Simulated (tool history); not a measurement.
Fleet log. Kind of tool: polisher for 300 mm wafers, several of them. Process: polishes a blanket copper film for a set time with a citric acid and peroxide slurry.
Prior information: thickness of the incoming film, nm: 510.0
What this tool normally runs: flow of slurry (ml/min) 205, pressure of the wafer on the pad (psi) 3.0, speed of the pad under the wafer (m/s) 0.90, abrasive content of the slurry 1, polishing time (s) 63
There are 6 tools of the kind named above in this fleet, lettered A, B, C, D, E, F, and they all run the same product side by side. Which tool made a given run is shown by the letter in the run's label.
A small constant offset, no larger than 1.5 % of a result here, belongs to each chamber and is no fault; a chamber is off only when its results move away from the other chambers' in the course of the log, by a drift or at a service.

| run | hour | flow of slurry (ml/min) | pressure of the wafer on the pad (psi) | speed of the pad under the wafer (m/s) | abrasive content of the slurry | polishing time (s) | wafers polished on this pad | hours since the slurry nozzle was cleaned | hours since the head pressure was calibrated | hours since the slurry blender was calibrated | film removed (Å) |
|---|---|---|---|---|---|---|---|---|---|---|---|
|  | 1.8 | chamber B: worn pad replaced by a new one |
| 1E | 2.1 | 205 | 3.0 | 0.90 | 1 | 63 | 711 | 185.1 | 338.9 | 215.1 | 1212.70 |
|  | 3.2 | chamber A: slurry blender recalibrated |
| 2B | 4.1 | 205 | 3.0 | 0.90 | 1 | 63 | 23 | 212.3 | 341.0 | 206.1 | 1206.30 |
| 3D | 6.5 | 205 | 3.0 | 0.90 | 1 | 63 | 370 | 20.2 | 623.2 | 93.0 | 1208.30 |
| 4A | 8.5 | 205 | 3.0 | 0.90 | 1 | 63 | 258 | 128.7 | 227.3 | 5.3 | 1228.00 |
| 5C | 11.8 | 205 | 3.0 | 0.90 | 1 | 63 | 120 | 246.8 | 199.2 | 37.0 | 1221.40 |
|  | 14.7 | chamber B: slurry blender recalibrated |
| 6F | 15.1 | 205 | 3.0 | 0.90 | 1 | 63 | 273 | 510.7 | 164.9 | 64.7 | 1213.70 |
| 7C | 17.3 | 205 | 3.0 | 0.90 | 1 | 63 | 174 | 252.3 | 204.7 | 42.5 | 1223.40 |
|  | 17.9 | chamber D: worn pad replaced by a new one |
| 8A | 19.5 | 205 | 3.0 | 0.90 | 1 | 63 | 366 | 139.7 | 238.3 | 16.3 | 1213.80 |
| 9D | 22.3 | 205 | 3.0 | 0.90 | 1 | 63 | 43 | 36.0 | 639.0 | 108.8 | 1240.30 |
| 10B | 26.1 | 205 | 3.0 | 0.90 | 1 | 63 | 240 | 234.3 | 363.0 | 11.5 | 1244.00 |
| 11E | 28.0 | 265 | 3.8 | 0.90 | 1 | 63 | 967 | 211.0 | 364.8 | 241.0 | 1563.50 |
| 12F | 31.1 | 265 | 3.8 | 0.90 | 1 | 63 | 431 | 526.7 | 180.9 | 80.7 | 1557.60 |
| 13C | 33.7 | 265 | 3.8 | 0.90 | 1 | 63 | 336 | 268.7 | 221.1 | 58.9 | 1583.30 |
| 14A | 37.4 | 265 | 3.8 | 0.90 | 1 | 63 | 543 | 157.6 | 256.2 | 34.2 | 1599.40 |
| 15F | 40.8 | 265 | 3.8 | 0.90 | 1 | 63 | 527 | 536.4 | 190.6 | 90.4 | 1563.40 |
|  | 41.9 | chamber D: slurry blender recalibrated |
| 16E | 44.8 | 265 | 3.8 | 0.90 | 1 | 63 | 1133 | 227.8 | 381.6 | 257.8 | 1557.30 |
| 17D | 47.6 | 205 | 3.0 | 0.90 | 1 | 63 | 293 | 61.3 | 664.3 | 5.7 | 1205.70 |
| 18B | 51.2 | 205 | 3.0 | 0.90 | 1 | 63 | 488 | 259.4 | 388.1 | 36.6 | 1212.80 |
| 19E | 54.9 | 205 | 3.0 | 0.90 | 1 | 63 | 1233 | 237.9 | 391.7 | 267.9 | 1213.40 |
|  | 58.3 | chamber B: slurry nozzle cleaned |
| 20B | 58.9 | 160 | 3.0 | 0.62 | 1 | 63 | 564 | 0.6 | 395.8 | 44.3 | 821.27 |
| 21A | 61.5 | 160 | 3.0 | 0.62 | 1 | 63 | 781 | 181.7 | 280.3 | 58.3 | 824.45 |
| 22F | 64.2 | 160 | 3.0 | 0.62 | 1 | 63 | 758 | 559.8 | 214.0 | 113.8 | 811.81 |
| 23C | 66.3 | 160 | 3.0 | 0.62 | 1 | 63 | 658 | 301.3 | 253.7 | 91.5 | 828.53 |
| 24D | 68.9 | 160 | 3.0 | 0.62 | 1 | 63 | 503 | 82.6 | 685.6 | 27.0 | 827.10 |
|  | 70.2 | chamber A: worn pad replaced by a new one |
| 25D | 71.0 | 160 | 3.0 | 0.62 | 1 | 63 | 524 | 84.7 | 687.7 | 29.1 | 807.94 |
|  | 72.4 | chamber D: worn pad replaced by a new one |
| 26B | 73.6 | 205 | 3.0 | 0.90 | 1 | 63 | 710 | 15.3 | 410.5 | 59.0 | 1220.40 |
| 27E | 75.7 | 205 | 3.0 | 0.90 | 1 | 63 | 1438 | 258.7 | 412.5 | 288.7 | 1221.10 |
|  | 75.8 | chamber C: slurry nozzle cleaned |
|  | 77.0 | chamber E: worn pad replaced by a new one |
| 28A | 79.6 | 205 | 3.0 | 0.90 | 1 | 63 | 93 | 199.8 | 298.4 | 76.4 | 1225.70 |
| 29C | 83.4 | 205 | 3.0 | 0.90 | 1 | 63 | 827 | 7.7 | 270.8 | 108.6 | 1221.10 |
|  | 84.5 | chamber C: worn pad replaced by a new one |
| 30F | 86.3 | 205 | 3.0 | 0.90 | 1 | 63 | 976 | 581.9 | 236.1 | 135.9 | 1214.80 |
| 31E | 90.3 | 205 | 3.0 | 0.90 | 1 | 63 | 132 | 273.3 | 427.1 | 303.3 | 1206.30 |
| 32A | 93.9 | 205 | 3.0 | 0.90 | 1 | 63 | 235 | 214.1 | 312.7 | 90.7 | 1232.30 |
| 33F | 97.0 | 205 | 3.0 | 0.90 | 1 | 50 | 1082 | 592.6 | 246.8 | 146.6 | 967.92 |
| 34D | 99.2 | 205 | 3.0 | 0.90 | 1 | 50 | 265 | 112.9 | 715.9 | 57.3 | 971.91 |
| 35C | 102.1 | 205 | 3.0 | 0.90 | 1 | 50 | 174 | 26.4 | 289.5 | 127.3 | 974.06 |
| 36B | 104.5 | 205 | 3.0 | 0.90 | 1 | 50 | 1015 | 46.2 | 441.4 | 89.9 | 971.28 |
| 37D | 108.2 | 205 | 3.0 | 0.90 | 1 | 50 | 354 | 121.9 | 724.9 | 66.3 | 973.41 |
| 38E | 111.8 | 205 | 3.0 | 0.90 | 1 | 50 | 344 | 294.8 | 448.6 | 324.8 | 959.34 |
| 39F | 114.5 | 205 | 3.0 | 0.90 | 1 | 63 | 1255 | 610.1 | 264.3 | 164.1 | 1223.60 |
| 40B | 118.1 | 205 | 3.0 | 0.90 | 1 | 63 | 1149 | 59.8 | 455.0 | 103.5 | 1220.90 |
| 41C | 121.2 | 205 | 3.0 | 0.90 | 1 | 63 | 363 | 45.5 | 308.6 | 146.4 | 1226.90 |
|  | 121.5 | chamber B: worn pad replaced by a new one |
| 42A | 123.1 | 205 | 3.0 | 0.90 | 1 | 63 | 523 | 243.3 | 341.9 | 119.9 | 1223.40 |
| 43A | 126.7 | 205 | 3.0 | 0.90 | 1 | 63 | 558 | 246.9 | 345.5 | 123.5 | 1232.80 |
| 44B | 129.8 | 205 | 3.0 | 0.90 | 1 | 63 | 81 | 71.5 | 466.7 | 115.2 | 1201.30 |

What goes on in this fleet: one chamber off, a drifting gauge, or nothing beyond the chambers' own small offsets? Name the chamber and the cause, if any.

The fleet is healthy, with each chamber sitting at its usual small offset and no drift in the gauge.
